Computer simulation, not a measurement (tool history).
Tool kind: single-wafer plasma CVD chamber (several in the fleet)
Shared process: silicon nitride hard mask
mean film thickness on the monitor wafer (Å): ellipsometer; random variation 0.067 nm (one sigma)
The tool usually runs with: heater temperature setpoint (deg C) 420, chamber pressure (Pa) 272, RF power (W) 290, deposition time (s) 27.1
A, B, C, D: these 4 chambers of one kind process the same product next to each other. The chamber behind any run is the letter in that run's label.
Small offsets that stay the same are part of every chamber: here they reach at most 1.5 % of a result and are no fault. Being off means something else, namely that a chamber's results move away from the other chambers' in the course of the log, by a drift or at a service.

| run | hour | heater temperature setpoint (deg C) | chamber pressure (Pa) | RF power (W) | deposition time (s) | hours since the last thermocouple change | hours since the last RF generator calibration | hours since the last manometer calibration | read-back reference wafer on the same gauge, thickness_nm | mean film thickness on the monitor wafer (Å) |
|---|---|---|---|---|---|---|---|---|---|---|
| 1D | 8.9 | 420 | 272 | 290 | 27.1 | 401.3 | 329.1 | 287.3 | 27.306 | 319.79 |
| 2A | 22.6 | 420 | 272 | 290 | 27.1 | 2806.1 | 1189.8 | 845.1 | 27.294 | 325.34 |
| 3C | 33.9 | 420 | 272 | 290 | 27.1 | 1093.4 | 1183.9 | 727.0 | 27.294 | 323.63 |
| 4B | 47.1 | 420 | 272 | 290 | 27.1 | 2285.7 | 1096.9 | 389.3 | 27.296 | 326.24 |
| 5D | 59.3 | 420 | 272 | 290 | 27.1 | 451.7 | 379.5 | 337.7 | 27.306 | 319.69 |
| 6C | 70.0 | 420 | 272 | 290 | 27.1 | 1129.5 | 1220.0 | 763.1 | 27.297 | 323.31 |
|  | 79.6 | chamber B: thermocouple changed; heater temperature recalibrated |
| 7A | 81.2 | 414 | 272 | 235 | 27.1 | 2864.7 | 1248.4 | 903.7 | 27.297 | 282.03 |
| 8B | 97.0 | 414 | 272 | 235 | 27.1 | 17.4 | 1146.8 | 439.2 | 27.289 | 282.67 |
| 9B | 108.4 | 414 | 272 | 235 | 27.1 | 28.8 | 1158.2 | 450.6 | 27.303 | 282.58 |
| 10C | 116.3 | 414 | 272 | 235 | 27.1 | 1175.8 | 1266.3 | 809.4 | 27.292 | 279.72 |
| 11D | 128.7 | 420 | 272 | 290 | 27.1 | 521.1 | 448.9 | 407.1 | 27.292 | 319.55 |
| 12A | 137.2 | 420 | 272 | 290 | 27.1 | 2920.7 | 1304.4 | 959.7 | 27.297 | 325.04 |
| 13D | 146.8 | 420 | 272 | 290 | 27.1 | 539.2 | 467.0 | 425.2 | 27.318 | 320.53 |
| 14B | 153.8 | 425 | 272 | 310 | 27.1 | 74.2 | 1203.6 | 496.0 | 27.312 | 339.17 |
| 15A | 168.9 | 425 | 272 | 310 | 27.1 | 2952.4 | 1336.1 | 991.4 | 27.291 | 338.69 |
| 16C | 176.9 | 425 | 272 | 310 | 27.1 | 1236.4 | 1326.9 | 870.0 | 27.300 | 335.75 |
| 17B | 184.3 | 425 | 272 | 310 | 27.1 | 104.7 | 1234.1 | 526.5 | 27.291 | 339.99 |
| 18A | 194.5 | 420 | 272 | 290 | 27.1 | 2978.0 | 1361.7 | 1017.0 | 27.291 | 325.35 |
| 19C | 210.0 | 420 | 272 | 290 | 27.1 | 1269.5 | 1360.0 | 903.1 | 27.313 | 322.67 |
| 20D | 217.1 | 420 | 272 | 290 | 27.1 | 609.5 | 537.3 | 495.5 | 27.304 | 320.05 |
| 21A | 232.7 | 420 | 272 | 340 | 24.6 | 3016.2 | 1399.9 | 1055.2 | 27.295 | 326.47 |
| 22D | 248.2 | 420 | 272 | 340 | 24.6 | 640.6 | 568.4 | 526.6 | 27.285 | 321.08 |
| 23B | 263.0 | 420 | 272 | 340 | 24.6 | 183.4 | 1312.8 | 605.2 | 27.305 | 328.69 |
| 24C | 276.0 | 420 | 272 | 340 | 24.6 | 1335.5 | 1426.0 | 969.1 | 27.296 | 325.14 |
|  | 282.5 | chamber C: RF generator calibrated |
| 25A | 286.8 | 420 | 272 | 290 | 27.1 | 3070.3 | 1454.0 | 1109.3 | 27.295 | 324.85 |
| 26B | 302.1 | 420 | 272 | 290 | 27.1 | 222.5 | 1351.9 | 644.3 | 27.300 | 326.49 |
|  | 307.0 | chamber A: thermocouple changed; heater temperature recalibrated |
| 27D | 311.3 | 420 | 272 | 290 | 27.1 | 703.7 | 631.5 | 589.7 | 27.286 | 320.46 |
| 28C | 322.0 | 420 | 272 | 290 | 27.1 | 1381.5 | 39.6 | 1015.1 | 27.299 | 323.25 |
| 29B | 332.2 | 420 | 272 | 290 | 27.1 | 252.6 | 1382.0 | 674.4 | 27.293 | 326.58 |
| 30C | 342.8 | 420 | 272 | 290 | 27.1 | 1402.3 | 60.4 | 1035.9 | 27.295 | 322.51 |
| 31A | 356.8 | 420 | 272 | 290 | 27.1 | 49.8 | 1524.0 | 1179.3 | 27.298 | 325.12 |
| 32D | 371.8 | 420 | 272 | 290 | 27.1 | 764.2 | 692.0 | 650.2 | 27.307 | 320.23 |
| 33A | 382.2 | 420 | 272 | 290 | 27.1 | 75.2 | 1549.4 | 1204.7 | 27.303 | 326.30 |
| 34C | 395.4 | 420 | 272 | 290 | 27.1 | 1454.9 | 113.0 | 1088.5 | 27.320 | 321.73 |
| 35B | 406.8 | 420 | 272 | 290 | 27.1 | 327.2 | 1456.6 | 749.0 | 27.293 | 326.68 |
| 36D | 419.0 | 420 | 272 | 290 | 27.1 | 811.4 | 739.2 | 697.4 | 27.304 | 319.70 |
| 37D | 432.6 | 420 | 272 | 290 | 27.1 | 825.0 | 752.8 | 711.0 | 27.306 | 319.19 |
| 38B | 441.5 | 420 | 272 | 290 | 27.1 | 361.9 | 1491.3 | 783.7 | 27.293 | 327.53 |
| 39A | 454.6 | 420 | 272 | 290 | 27.1 | 147.6 | 1621.8 | 1277.1 | 27.318 | 325.86 |
| 40C | 467.6 | 420 | 272 | 290 | 27.1 | 1527.1 | 185.2 | 1160.7 | 27.302 | 322.63 |
| 41B | 482.5 | 420 | 272 | 290 | 27.1 | 402.9 | 1532.3 | 824.7 | 27.297 | 326.09 |
| 42C | 490.4 | 420 | 272 | 290 | 23.3 | 1549.9 | 208.0 | 1183.5 | 27.303 | 277.52 |
| 43D | 497.4 | 420 | 272 | 290 | 23.3 | 889.8 | 817.6 | 775.8 | 27.295 | 274.83 |
| 44A | 510.3 | 420 | 272 | 290 | 23.3 | 203.3 | 1677.5 | 1332.8 | 27.305 | 280.26 |

For the next run the whole fleet of 4 chambers uses the same settings. Give each chamber's results:
| 45A | 521.6 | 420 | 272 | 290 | 27.1 |  |  |  |  | ? |
| 45B | 521.6 | 420 | 272 | 290 | 27.1 |  |  |  |  | ? |
| 45C | 521.6 | 420 | 272 | 290 | 27.1 |  |  |  |  | ? |
| 45D | 521.6 | 420 | 272 | 290 | 27.1 |  |  |  |  | ? |

| run | mean film thickness on the monitor wafer (Å) |
|---|---|
| 45A | 326.20 |
| 45B | 326.26 |
| 45C | 322.55 |
| 45D | 319.86 |

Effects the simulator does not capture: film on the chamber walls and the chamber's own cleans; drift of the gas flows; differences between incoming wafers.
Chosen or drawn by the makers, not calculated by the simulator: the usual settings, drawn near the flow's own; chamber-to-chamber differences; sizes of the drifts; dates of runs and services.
